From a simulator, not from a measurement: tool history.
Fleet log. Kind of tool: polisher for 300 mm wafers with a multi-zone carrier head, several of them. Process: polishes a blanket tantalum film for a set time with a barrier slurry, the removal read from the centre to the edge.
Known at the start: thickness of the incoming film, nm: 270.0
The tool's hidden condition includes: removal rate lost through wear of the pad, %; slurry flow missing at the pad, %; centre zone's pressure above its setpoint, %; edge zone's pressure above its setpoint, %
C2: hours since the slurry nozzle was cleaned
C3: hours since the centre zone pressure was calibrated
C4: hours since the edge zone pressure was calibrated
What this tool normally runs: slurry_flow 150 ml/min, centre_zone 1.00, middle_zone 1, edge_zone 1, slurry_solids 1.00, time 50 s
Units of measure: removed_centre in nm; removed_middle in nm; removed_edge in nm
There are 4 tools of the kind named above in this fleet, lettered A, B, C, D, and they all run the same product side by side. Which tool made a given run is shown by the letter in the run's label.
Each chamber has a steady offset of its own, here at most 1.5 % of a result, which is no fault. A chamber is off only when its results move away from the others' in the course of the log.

{"run": "1D", "hour": 3.5, "slurry_flow": 150, "centre_zone": 1.0, "middle_zone": 1, "edge_zone": 1, "slurry_solids": 1.0, "time": 50, "wafers polished on this pad": 448, "C2": 253.9, "C3": 650.1, "C4": 56.0, "removed_centre": 89.213, "removed_middle": 89.447, "removed_edge": 88.129}
{"run": "2C", "hour": 6.1, "slurry_flow": 150, "centre_zone": 1.0, "middle_zone": 1, "edge_zone": 1, "slurry_solids": 1.0, "time": 50, "wafers polished on this pad": 333, "C2": 92.7, "C3": 238.0, "C4": 1058.7, "removed_centre": 87.861, "removed_middle": 88.741, "removed_edge": 87.611}
{"run": "3A", "hour": 9.1, "slurry_flow": 150, "centre_zone": 1.0, "middle_zone": 1, "edge_zone": 1, "slurry_solids": 1.0, "time": 50, "wafers polished on this pad": 257, "C2": 263.5, "C3": 813.1, "C4": 733.3, "removed_centre": 86.232, "removed_middle": 86.823, "removed_edge": 84.91}
{"hour": 10.3, "done": "chamber B: worn pad replaced by a new one"}
{"run": "4B", "hour": 12.9, "slurry_flow": 150, "centre_zone": 1.0, "middle_zone": 1, "edge_zone": 1, "slurry_solids": 1.0, "time": 50, "wafers polished on this pad": 19, "C2": 47.3, "C3": 834.3, "C4": 79.4, "removed_centre": 86.836, "removed_middle": 87.831, "removed_edge": 87.375}
{"run": "5D", "hour": 15.9, "slurry_flow": 150, "centre_zone": 1.0, "middle_zone": 1, "edge_zone": 1, "slurry_solids": 1.0, "time": 63, "wafers polished on this pad": 539, "C2": 266.3, "C3": 662.5, "C4": 68.4, "removed_centre": 110.7, "removed_middle": 110.66, "removed_edge": 110.03}
{"run": "6A", "hour": 18.3, "slurry_flow": 150, "centre_zone": 1.0, "middle_zone": 1, "edge_zone": 1, "slurry_solids": 1.0, "time": 63, "wafers polished on this pad": 325, "C2": 272.7, "C3": 822.3, "C4": 742.5, "removed_centre": 111.36, "removed_middle": 108.84, "removed_edge": 108.97}
{"run": "7B", "hour": 21.5, "slurry_flow": 150, "centre_zone": 1.0, "middle_zone": 1, "edge_zone": 1, "slurry_solids": 1.0, "time": 63, "wafers polished on this pad": 82, "C2": 55.9, "C3": 842.9, "C4": 88.0, "removed_centre": 108.69, "removed_middle": 111.81, "removed_edge": 110.25}
{"run": "8C", "hour": 26.0, "slurry_flow": 150, "centre_zone": 1.0, "middle_zone": 1, "edge_zone": 1, "slurry_solids": 1.0, "time": 63, "wafers polished on this pad": 480, "C2": 112.6, "C3": 257.9, "C4": 1078.6, "removed_centre": 111.04, "removed_middle": 112.74, "removed_edge": 110.65}
{"run": "9C", "hour": 28.9, "slurry_flow": 150, "centre_zone": 1.0, "middle_zone": 1, "edge_zone": 1, "slurry_solids": 1.0, "time": 50, "wafers polished on this pad": 501, "C2": 115.5, "C3": 260.8, "C4": 1081.5, "removed_centre": 87.491, "removed_middle": 89.97, "removed_edge": 87.514}
{"run": "10D", "hour": 31.4, "slurry_flow": 150, "centre_zone": 1.0, "middle_zone": 1, "edge_zone": 1, "slurry_solids": 1.0, "time": 50, "wafers polished on this pad": 653, "C2": 281.8, "C3": 678.0, "C4": 83.9, "removed_centre": 87.511, "removed_middle": 87.699, "removed_edge": 87.669}
{"run": "11A", "hour": 34.6, "slurry_flow": 150, "centre_zone": 1.0, "middle_zone": 1, "edge_zone": 1, "slurry_solids": 1.0, "time": 50, "wafers polished on this pad": 445, "C2": 289.0, "C3": 838.6, "C4": 758.8, "removed_centre": 86.525, "removed_middle": 86.651, "removed_edge": 88.09}
{"run": "12B", "hour": 38.6, "slurry_flow": 150, "centre_zone": 1.0, "middle_zone": 1, "edge_zone": 1, "slurry_solids": 1.0, "time": 50, "wafers polished on this pad": 208, "C2": 73.0, "C3": 860.0, "C4": 105.1, "removed_centre": 89.262, "removed_middle": 88.21, "removed_edge": 87.866}
{"hour": 40.9, "done": "chamber C: edge zone pressure recalibrated"}
{"run": "13A", "hour": 42.2, "slurry_flow": 150, "centre_zone": 1.0, "middle_zone": 1, "edge_zone": 1, "slurry_solids": 1.0, "time": 50, "wafers polished on this pad": 501, "C2": 296.6, "C3": 846.2, "C4": 766.4, "removed_centre": 88.581, "removed_middle": 86.949, "removed_edge": 86.25}
{"hour": 45.4, "done": "chamber D: worn pad replaced by a new one"}
{"run": "14C", "hour": 45.5, "slurry_flow": 150, "centre_zone": 1.0, "middle_zone": 1, "edge_zone": 1, "slurry_solids": 1.0, "time": 50, "wafers polished on this pad": 623, "C2": 132.1, "C3": 277.4, "C4": 4.7, "removed_centre": 87.586, "removed_middle": 89.32, "removed_edge": 86.792}
{"run": "15B", "hour": 49.6, "slurry_flow": 150, "centre_zone": 1.09, "middle_zone": 1, "edge_zone": 1, "slurry_solids": 1.0, "time": 57, "wafers polished on this pad": 289, "C2": 84.0, "C3": 871.0, "C4": 116.1, "removed_centre": 114.73, "removed_middle": 100.87, "removed_edge": 99.174}
{"run": "16D", "hour": 53.7, "slurry_flow": 150, "centre_zone": 1.09, "middle_zone": 1, "edge_zone": 1, "slurry_solids": 1.0, "time": 57, "wafers polished on this pad": 61, "C2": 304.1, "C3": 700.3, "C4": 106.2, "removed_centre": 112.14, "removed_middle": 100.75, "removed_edge": 99.09}
{"run": "17A", "hour": 58.3, "slurry_flow": 150, "centre_zone": 1.09, "middle_zone": 1, "edge_zone": 1, "slurry_solids": 1.0, "time": 57, "wafers polished on this pad": 620, "C2": 312.7, "C3": 862.3, "C4": 782.5, "removed_centre": 107.91, "removed_middle": 99.358, "removed_edge": 100.52}
{"run": "18C", "hour": 60.3, "slurry_flow": 150, "centre_zone": 1.09, "middle_zone": 1, "edge_zone": 1, "slurry_solids": 1.0, "time": 57, "wafers polished on this pad": 732, "C2": 146.9, "C3": 292.2, "C4": 19.5, "removed_centre": 110.18, "removed_middle": 100.37, "removed_edge": 101.69}
{"hour": 61.1, "done": "chamber A: edge zone pressure recalibrated"}
{"run": "19D", "hour": 63.6, "slurry_flow": 150, "centre_zone": 1.0, "middle_zone": 1, "edge_zone": 1, "slurry_solids": 1.0, "time": 50, "wafers polished on this pad": 134, "C2": 314.0, "C3": 710.2, "C4": 116.1, "removed_centre": 88.782, "removed_middle": 87.102, "removed_edge": 87.285}
{"run": "20B", "hour": 65.9, "slurry_flow": 195, "centre_zone": 1.0, "middle_zone": 1, "edge_zone": 1, "slurry_solids": 0.85, "time": 50, "wafers polished on this pad": 410, "C2": 100.3, "C3": 887.3, "C4": 132.4, "removed_centre": 94.532, "removed_middle": 86.358, "removed_edge": 86.518}
{"hour": 69.0, "done": "chamber A: worn pad replaced by a new one"}
{"run": "21C", "hour": 69.3, "slurry_flow": 195, "centre_zone": 1.0, "middle_zone": 1, "edge_zone": 1, "slurry_solids": 0.85, "time": 50, "wafers polished on this pad": 799, "C2": 155.9, "C3": 301.2, "C4": 28.5, "removed_centre": 84.807, "removed_middle": 88.88, "removed_edge": 86.535}
{"run": "22A", "hour": 73.9, "slurry_flow": 195, "centre_zone": 1.0, "middle_zone": 1, "edge_zone": 1, "slurry_solids": 0.85, "time": 50, "wafers polished on this pad": 36, "C2": 328.3, "C3": 877.9, "C4": 12.8, "removed_centre": 87.799, "removed_middle": 86.346, "removed_edge": 86.171}
{"run": "23D", "hour": 77.2, "slurry_flow": 195, "centre_zone": 1.0, "middle_zone": 1, "edge_zone": 1, "slurry_solids": 0.85, "time": 50, "wafers polished on this pad": 234, "C2": 327.6, "C3": 723.8, "C4": 129.7, "removed_centre": 87.666, "removed_middle": 86.751, "removed_edge": 85.991}
{"run": "24B", "hour": 80.2, "slurry_flow": 150, "centre_zone": 1.0, "middle_zone": 1, "edge_zone": 1, "slurry_solids": 1.0, "time": 50, "wafers polished on this pad": 515, "C2": 114.6, "C3": 901.6, "C4": 146.7, "removed_centre": 95.654, "removed_middle": 88.184, "removed_edge": 87.515}
{"run": "25C", "hour": 84.6, "slurry_flow": 150, "centre_zone": 1.0, "middle_zone": 1, "edge_zone": 1, "slurry_solids": 1.15, "time": 50, "wafers polished on this pad": 912, "C2": 171.2, "C3": 316.5, "C4": 43.8, "removed_centre": 92.252, "removed_middle": 93.624, "removed_edge": 90.84}

Has any chamber moved away from the others, gradually or after a service, or does the common gauge drift, or do the chambers differ only by their own small steady offsets? State the chamber and the most likely cause if one applies.

It is chamber B that slowly wanders off from its peers.
What lies behind it: centre zone's pressure above its setpoint, % = 11.4.

Which of the 4 candidates below, each the usual settings with something changed and its results left as question marks, puts chamber B back in line with what the other chambers give on the usual settings?
In line means no further than this from the other chambers' mean on the usual settings: removed_centre 3.900 nm; removed_middle 3.100 nm; removed_edge 2.900 nm
{"run": "26B-1", "hour": 87.9, "slurry_flow": 160, "centre_zone": 1.1, "middle_zone": 0.98, "edge_zone": 0.96, "slurry_solids": 1.0, "time": 51, "removed_centre": "?", "removed_middle": "?", "removed_edge": "?"}
{"run": "26B-2", "hour": 87.9, "slurry_flow": 150, "centre_zone": 1.03, "middle_zone": 0.99, "edge_zone": 0.99, "slurry_solids": 1.0, "time": 50, "removed_centre": "?", "removed_middle": "?", "removed_edge": "?"}
{"run": "26B-3", "hour": 87.9, "slurry_flow": 145, "centre_zone": 0.91, "middle_zone": 1.02, "edge_zone": 1.03, "slurry_solids": 1.0, "time": 50, "removed_centre": "?", "removed_middle": "?", "removed_edge": "?"}
{"run": "26B-4", "hour": 87.9, "slurry_flow": 150, "centre_zone": 0.97, "middle_zone": 1.01, "edge_zone": 1.01, "slurry_solids": 1.0, "time": 50, "removed_centre": "?", "removed_middle": "?", "removed_edge": "?"}

What the other chambers average on the usual settings: removed_centre 87.656 nm; removed_middle 87.637 nm; removed_edge 87.386 nm
run=26B-1 removed_centre=113.330 removed_middle=88.798 removed_edge=87.491
run=26B-2 removed_centre=102.200 removed_middle=86.862 removed_edge=86.392
run=26B-3 removed_centre=88.852 removed_middle=88.781 removed_edge=87.762
run=26B-4 removed_centre=95.869 removed_middle=88.526 removed_edge=87.282
The answer is 26B-3, which returns the chamber to within the allowed miss of the others.
